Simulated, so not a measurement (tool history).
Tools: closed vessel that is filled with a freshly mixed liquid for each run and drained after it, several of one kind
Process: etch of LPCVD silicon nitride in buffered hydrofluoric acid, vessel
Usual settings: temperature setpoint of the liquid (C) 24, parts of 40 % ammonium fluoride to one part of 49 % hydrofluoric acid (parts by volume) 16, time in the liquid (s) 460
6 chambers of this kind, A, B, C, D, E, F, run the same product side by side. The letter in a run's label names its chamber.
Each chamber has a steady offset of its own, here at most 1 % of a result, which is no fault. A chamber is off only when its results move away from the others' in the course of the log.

run,hour,temperature setpoint of the liquid (C),parts of 40 % ammonium fluoride to one part of 49 % hydrofluoric acid (parts by volume),time in the liquid (s),hours since the thermometer was replaced,hours since the hydrofluoric acid flow meter was replaced,"read-back film thickness of the LPCVD silicon nitride reference wafer, read on the same gauge (nm)",thickness taken off the LPCVD silicon nitride on a monitor wafer (nm)
1A,10.4,24,16,460,299.2,835.4,99.974,5.3092
2F,19.5,24,16,460,112.1,237.7,99.979,5.2226
# hour 29.2: chamber E: hydrofluoric acid flow meter replaced
3C,29.3,24,16,460,324.2,1840.5,100.07,5.3647
4B,37.1,24,16,460,2780.5,235.8,100.02,5.2952
5E,42.5,24,16,460,94.7,13.3,99.994,5.3284
# hour 48.2: chamber A: hydrofluoric acid flow meter replaced
6D,52.7,24,16,460,271.5,707.8,99.953,5.3324
7E,63.1,24,16,460,115.3,33.9,99.991,5.4089
8B,73.4,24,16,460,2816.8,272.1,99.978,5.3083
9F,80.3,26.5,16,220,172.9,298.5,99.989,2.8886
10A,86.8,26.5,16,220,375.6,38.7,99.99,2.9789
11C,96.2,26.5,16,220,391.1,1907.4,100.02,2.873
12D,103.3,26.5,16,220,322.1,758.4,100,2.9346
13A,109.4,26.5,16,220,398.2,61.3,99.998,2.8844
14F,115.2,26.5,16,220,207.8,333.4,99.965,2.9592
15D,124.4,24,16,460,343.2,779.5,99.971,5.3457
16C,134.6,24,16,460,429.5,1945.8,100,5.399
17B,142.1,24,16,460,2885.5,340.8,100.01,5.3234
18E,149.8,24,16,460,202,120.6,99.986,5.2841
19D,158.9,24,21.5,460,377.7,814,99.977,4.1963
20C,168.8,24,21.5,460,463.7,1980,99.954,4.041
21E,175.2,24,21.5,460,227.4,146,99.992,4.0434
22B,185,24,21.5,460,2928.4,383.7,99.985,4.0961
23F,192.4,24,21.5,460,285,410.6,100.02,3.964
24A,200.1,24,21.5,460,488.9,152,99.998,4.1149
25B,206.9,24,16,460,2950.3,405.6,100.02,5.3144
26D,217.3,24,16,460,436.1,872.4,99.987,5.5335
27F,227.7,24,16,460,320.3,445.9,99.99,5.2857
28E,234,24,16,460,286.2,204.8,99.981,5.2571
29C,243.3,24,16,460,538.2,2054.5,99.99,5.3077
30A,249.9,24,16,460,538.7,201.8,100.01,5.4269
31C,260.5,24,16,460,555.4,2071.7,100.01,5.3845
32B,265.5,24,16,460,3008.9,464.2,100,5.3629
# hour 269.7: chamber B: thermometer replaced
33D,275.8,24,16,460,494.6,930.9,100.04,5.8373
34F,282.9,24,16,460,375.5,501.1,99.988,5.2918
35A,289.1,24,16,585,577.9,241,99.995,6.7814
36E,298.9,24,16,585,351.1,269.7,99.997,6.8078
37F,306.1,24,16,585,398.7,524.3,100.01,6.7977
38E,314.7,24,16,585,366.9,285.5,100.02,6.8097
39B,323.3,24,16,585,53.6,522,99.985,6.8314

Next, every chamber runs the same settings. What will each give?
40A,331,22.5,16,460,,,,?
40B,331,22.5,16,460,,,,?
40C,331,22.5,16,460,,,,?
40D,331,22.5,16,460,,,,?
40E,331,22.5,16,460,,,,?
40F,331,22.5,16,460,,,,?

run,thickness taken off the LPCVD silicon nitride on a monitor wafer (nm)
40A,4.9871
40B,4.9385
40C,5.0438
40D,5.6322
40E,4.8319
40F,4.8943
